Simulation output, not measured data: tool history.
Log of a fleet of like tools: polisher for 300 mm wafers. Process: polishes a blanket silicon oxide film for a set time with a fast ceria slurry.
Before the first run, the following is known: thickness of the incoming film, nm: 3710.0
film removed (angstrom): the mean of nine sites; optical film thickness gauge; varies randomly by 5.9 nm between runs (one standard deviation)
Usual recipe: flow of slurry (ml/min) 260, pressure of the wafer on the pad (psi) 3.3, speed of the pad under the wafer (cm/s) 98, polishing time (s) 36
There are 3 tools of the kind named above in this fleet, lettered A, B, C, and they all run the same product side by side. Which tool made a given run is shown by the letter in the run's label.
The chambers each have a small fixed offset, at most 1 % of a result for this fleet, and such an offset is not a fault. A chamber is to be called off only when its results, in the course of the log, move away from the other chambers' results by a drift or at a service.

| run | day | flow of slurry (ml/min) | pressure of the wafer on the pad (psi) | speed of the pad under the wafer (cm/s) | polishing time (s) | film removed (angstrom) |
|---|---|---|---|---|---|---|
| 1A | 0.125 | 260 | 3.3 | 98 | 36 | 7471.6 |
| 2C | 0.317 | 260 | 3.3 | 98 | 36 | 7475.8 |
|  | 0.375 | chamber B: slurry nozzle cleaned |
|  | 0.462 | chamber C: head pressure recalibrated |
| 3B | 0.488 | 260 | 3.3 | 98 | 36 | 7430.2 |
|  | 0.55 | chamber C: worn pad replaced by a new one |
| 4B | 0.671 | 260 | 3.3 | 98 | 36 | 7526.3 |
| 5C | 0.804 | 260 | 3.3 | 98 | 36 | 7542.1 |
| 6A | 0.892 | 260 | 3.3 | 98 | 36 | 7504.7 |
| 7B | 1.067 | 260 | 3.3 | 98 | 36 | 7568.1 |
| 8A | 1.188 | 260 | 3.3 | 98 | 36 | 7532.9 |
| 9C | 1.321 | 260 | 3.3 | 98 | 36 | 7390 |
| 10C | 1.442 | 260 | 3.3 | 98 | 36 | 7507 |
| 11B | 1.533 | 260 | 3.3 | 98 | 36 | 7567.1 |
| 12A | 1.717 | 220 | 3.3 | 98 | 32 | 6602.2 |
| 13A | 1.804 | 220 | 3.3 | 98 | 32 | 6519.3 |
| 14B | 1.975 | 220 | 3.3 | 98 | 32 | 6515.2 |
| 15C | 2.125 | 260 | 3.3 | 98 | 36 | 7453.1 |
| 16B | 2.283 | 260 | 3.3 | 98 | 36 | 7487.8 |
| 17A | 2.429 | 220 | 3.3 | 98 | 36 | 7355.6 |
|  | 2.542 | chamber C: worn pad replaced by a new one |
| 18C | 2.55 | 220 | 3.3 | 98 | 36 | 7421.2 |
| 19C | 2.688 | 220 | 3.3 | 98 | 36 | 7235.6 |
| 20A | 2.85 | 260 | 3.3 | 98 | 36 | 7537 |
| 21B | 3.017 | 260 | 3.3 | 98 | 36 | 7500.1 |
| 22A | 3.142 | 260 | 3.3 | 98 | 36 | 7431.6 |
| 23B | 3.333 | 260 | 3.3 | 98 | 36 | 7539.3 |
|  | 3.446 | chamber B: worn pad replaced by a new one |
| 24C | 3.458 | 260 | 3.3 | 98 | 36 | 7519.3 |
| 25B | 3.558 | 260 | 3.3 | 66 | 36 | 5001 |
| 26A | 3.688 | 260 | 3.3 | 66 | 36 | 5034.9 |

Does one chamber stand apart from the rest, does the shared gauge drift, or is all well apart from small per-chamber offsets? Give the chamber and the most likely cause, where there is one.

No chamber stands off beyond its own small offset, and the gauge holds steady.
